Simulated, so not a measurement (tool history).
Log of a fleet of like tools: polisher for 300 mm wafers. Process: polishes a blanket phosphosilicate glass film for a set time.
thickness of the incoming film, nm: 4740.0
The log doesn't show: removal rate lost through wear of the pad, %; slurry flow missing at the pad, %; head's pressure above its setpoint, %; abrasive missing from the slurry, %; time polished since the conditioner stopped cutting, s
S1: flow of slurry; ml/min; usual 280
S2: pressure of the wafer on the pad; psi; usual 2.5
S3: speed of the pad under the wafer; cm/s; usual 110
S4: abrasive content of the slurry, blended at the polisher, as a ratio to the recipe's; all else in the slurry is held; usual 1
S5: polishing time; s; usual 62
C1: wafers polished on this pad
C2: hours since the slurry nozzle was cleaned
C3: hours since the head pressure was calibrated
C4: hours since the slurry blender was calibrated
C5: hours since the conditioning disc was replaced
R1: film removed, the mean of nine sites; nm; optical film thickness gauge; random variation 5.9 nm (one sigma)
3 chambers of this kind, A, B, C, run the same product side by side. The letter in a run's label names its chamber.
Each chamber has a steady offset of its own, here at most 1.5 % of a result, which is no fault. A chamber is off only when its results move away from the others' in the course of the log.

{"hour": 3.8, "done": "chamber B: conditioning disc replaced and pad reconditioned"}
{"hour": 8.2, "done": "chamber A: worn pad replaced by a new one"}
{"run": "1B", "hour": 11.6, "S1": 280, "S2": 2.5, "S3": 110, "S4": 1, "S5": 62, "C1": 424, "C2": 33.8, "C3": 105.7, "C4": 28.9, "C5": 7.9, "R1": 454.84}
{"hour": 12.2, "done": "chamber C: slurry blender recalibrated"}
{"run": "2C", "hour": 22.6, "S1": 280, "S2": 2.5, "S3": 110, "S4": 1, "S5": 62, "C1": 673, "C2": 106.4, "C3": 376.5, "C4": 10.4, "C5": 139.9, "R1": 463.98}
{"run": "3A", "hour": 29.4, "S1": 280, "S2": 2.5, "S3": 110, "S4": 1, "S5": 62, "C1": 256, "C2": 341.8, "C3": 960.6, "C4": 327.0, "C5": 37.6, "R1": 465.43}
{"run": "4C", "hour": 38.3, "S1": 280, "S2": 2.5, "S3": 110, "S4": 1, "S5": 62, "C1": 863, "C2": 122.1, "C3": 392.2, "C4": 26.1, "C5": 155.6, "R1": 449.67}
{"run": "5B", "hour": 45.3, "S1": 280, "S2": 2.5, "S3": 110, "S4": 1, "S5": 62, "C1": 831, "C2": 67.5, "C3": 139.4, "C4": 62.6, "C5": 41.6, "R1": 464.46}
{"run": "6A", "hour": 51.7, "S1": 280, "S2": 2.5, "S3": 110, "S4": 1, "S5": 62, "C1": 525, "C2": 364.1, "C3": 982.9, "C4": 349.3, "C5": 59.9, "R1": 467.06}
{"hour": 54.7, "done": "chamber C: worn pad replaced by a new one"}
{"hour": 58.3, "done": "chamber A: head pressure recalibrated"}
{"hour": 62.2, "done": "chamber B: worn pad replaced by a new one"}
{"run": "7A", "hour": 63.9, "S1": 280, "S2": 2.5, "S3": 110, "S4": 1, "S5": 62, "C1": 673, "C2": 376.3, "C3": 5.7, "C4": 361.5, "C5": 72.1, "R1": 459.58}
{"run": "8C", "hour": 76.2, "S1": 280, "S2": 3.3, "S3": 110, "S4": 1, "S5": 79, "C1": 260, "C2": 160.0, "C3": 430.1, "C4": 64.0, "C5": 193.5, "R1": 764.07}
{"hour": 81.4, "done": "chamber A: slurry blender recalibrated"}
{"run": "9B", "hour": 88.0, "S1": 280, "S2": 3.3, "S3": 110, "S4": 1, "S5": 79, "C1": 312, "C2": 110.2, "C3": 182.1, "C4": 105.3, "C5": 84.3, "R1": 776.51}
{"run": "10B", "hour": 96.6, "S1": 280, "S2": 3.3, "S3": 110, "S4": 1, "S5": 79, "C1": 416, "C2": 118.8, "C3": 190.7, "C4": 113.9, "C5": 92.9, "R1": 769.76}
{"hour": 98.4, "done": "chamber A: slurry nozzle cleaned"}
{"run": "11C", "hour": 103.6, "S1": 280, "S2": 2.5, "S3": 110, "S4": 1, "S5": 62, "C1": 591, "C2": 187.4, "C3": 457.5, "C4": 91.4, "C5": 220.9, "R1": 458.64}
{"run": "12A", "hour": 111.1, "S1": 280, "S2": 2.5, "S3": 110, "S4": 1, "S5": 62, "C1": 1243, "C2": 12.8, "C3": 52.9, "C4": 29.8, "C5": 119.3, "R1": 466.73}
{"hour": 117.6, "done": "chamber A: worn pad replaced by a new one"}
{"run": "13C", "hour": 122.1, "S1": 280, "S2": 2.5, "S3": 110, "S4": 1, "S5": 62, "C1": 814, "C2": 205.9, "C3": 476.0, "C4": 109.9, "C5": 239.4, "R1": 458.87}
{"run": "14B", "hour": 132.7, "S1": 280, "S2": 2.5, "S3": 110, "S4": 1, "S5": 62, "C1": 852, "C2": 154.9, "C3": 226.8, "C4": 150.0, "C5": 129.0, "R1": 466.08}
{"hour": 142.3, "done": "chamber B: worn pad replaced by a new one"}
{"hour": 143.9, "done": "chamber C: worn pad replaced by a new one"}
{"run": "15A", "hour": 146.5, "S1": 280, "S2": 2.5, "S3": 110, "S4": 1, "S5": 62, "C1": 349, "C2": 48.2, "C3": 88.3, "C4": 65.2, "C5": 154.7, "R1": 467.49}
{"run": "16C", "hour": 155.2, "S1": 280, "S2": 2.5, "S3": 110, "S4": 1, "S5": 62, "C1": 137, "C2": 239.0, "C3": 509.1, "C4": 143.0, "C5": 272.5, "R1": 468.23}
{"hour": 157.1, "done": "chamber B: slurry blender recalibrated"}
{"hour": 163.0, "done": "chamber C: conditioning disc replaced and pad reconditioned"}
{"run": "17B", "hour": 163.5, "S1": 280, "S2": 2.5, "S3": 110, "S4": 1, "S5": 62, "C1": 257, "C2": 185.7, "C3": 257.6, "C4": 6.4, "C5": 159.8, "R1": 456.67}
{"run": "18A", "hour": 171.2, "S1": 280, "S2": 2.5, "S3": 110, "S4": 1, "S5": 62, "C1": 647, "C2": 72.9, "C3": 113.0, "C4": 89.9, "C5": 179.4, "R1": 462.26}
{"run": "19B", "hour": 183.3, "S1": 280, "S2": 2.5, "S3": 110, "S4": 1, "S5": 62, "C1": 496, "C2": 205.5, "C3": 277.4, "C4": 26.2, "C5": 179.6, "R1": 464.02}
{"run": "20C", "hour": 189.6, "S1": 280, "S2": 2.5, "S3": 110, "S4": 1, "S5": 62, "C1": 552, "C2": 273.4, "C3": 543.5, "C4": 177.4, "C5": 26.6, "R1": 461.05}
{"run": "21A", "hour": 201.4, "S1": 280, "S2": 2.5, "S3": 110, "S4": 1, "S5": 62, "C1": 1012, "C2": 103.1, "C3": 143.2, "C4": 120.1, "C5": 209.6, "R1": 455.71}
{"run": "22A", "hour": 212.9, "S1": 280, "S2": 2.5, "S3": 110, "S4": 1, "S5": 62, "C1": 1151, "C2": 114.6, "C3": 154.7, "C4": 131.6, "C5": 221.1, "R1": 457.39}
{"hour": 220.8, "done": "chamber C: worn pad replaced by a new one"}
{"run": "23B", "hour": 221.6, "S1": 280, "S2": 2.5, "S3": 110, "S4": 1, "S5": 62, "C1": 959, "C2": 243.8, "C3": 315.7, "C4": 64.5, "C5": 217.9, "R1": 461.8}
{"run": "24C", "hour": 232.9, "S1": 280, "S2": 2.5, "S3": 110, "S4": 1, "S5": 62, "C1": 147, "C2": 316.7, "C3": 586.8, "C4": 220.7, "C5": 69.9, "R1": 465.47}
{"hour": 236.8, "done": "chamber A: worn pad replaced by a new one"}
{"hour": 244.7, "done": "chamber B: worn pad replaced by a new one"}
{"hour": 246.6, "done": "chamber B: conditioning disc replaced and pad reconditioned"}
{"run": "25B", "hour": 246.9, "S1": 280, "S2": 2.5, "S3": 110, "S4": 1, "S5": 62, "C1": 27, "C2": 269.1, "C3": 341.0, "C4": 89.8, "C5": 0.4, "R1": 458.67}
{"run": "26C", "hour": 253.1, "S1": 280, "S2": 2.5, "S3": 110, "S4": 1, "S5": 62, "C1": 391, "C2": 336.9, "C3": 607.0, "C4": 240.9, "C5": 90.1, "R1": 458.18}
{"run": "27A", "hour": 262.4, "S1": 280, "S2": 2.5, "S3": 110, "S4": 1, "S5": 62, "C1": 310, "C2": 164.1, "C3": 204.2, "C4": 181.1, "C5": 270.6, "R1": 457.38}
{"run": "28B", "hour": 270.2, "S1": 280, "S2": 2.5, "S3": 110, "S4": 1, "S5": 62, "C1": 308, "C2": 292.4, "C3": 364.3, "C4": 113.1, "C5": 23.7, "R1": 453.04}

Next, every chamber runs the same settings. What will each give?
{"run": "29A", "hour": 280.2, "S1": 230, "S2": 2.5, "S3": 110, "S4": 1, "S5": 62, "R1": "?"}
{"run": "29B", "hour": 280.2, "S1": 230, "S2": 2.5, "S3": 110, "S4": 1, "S5": 62, "R1": "?"}
{"run": "29C", "hour": 280.2, "S1": 230, "S2": 2.5, "S3": 110, "S4": 1, "S5": 62, "R1": "?"}

run=29A R1=446.29
run=29B R1=456.52
run=29C R1=446.29

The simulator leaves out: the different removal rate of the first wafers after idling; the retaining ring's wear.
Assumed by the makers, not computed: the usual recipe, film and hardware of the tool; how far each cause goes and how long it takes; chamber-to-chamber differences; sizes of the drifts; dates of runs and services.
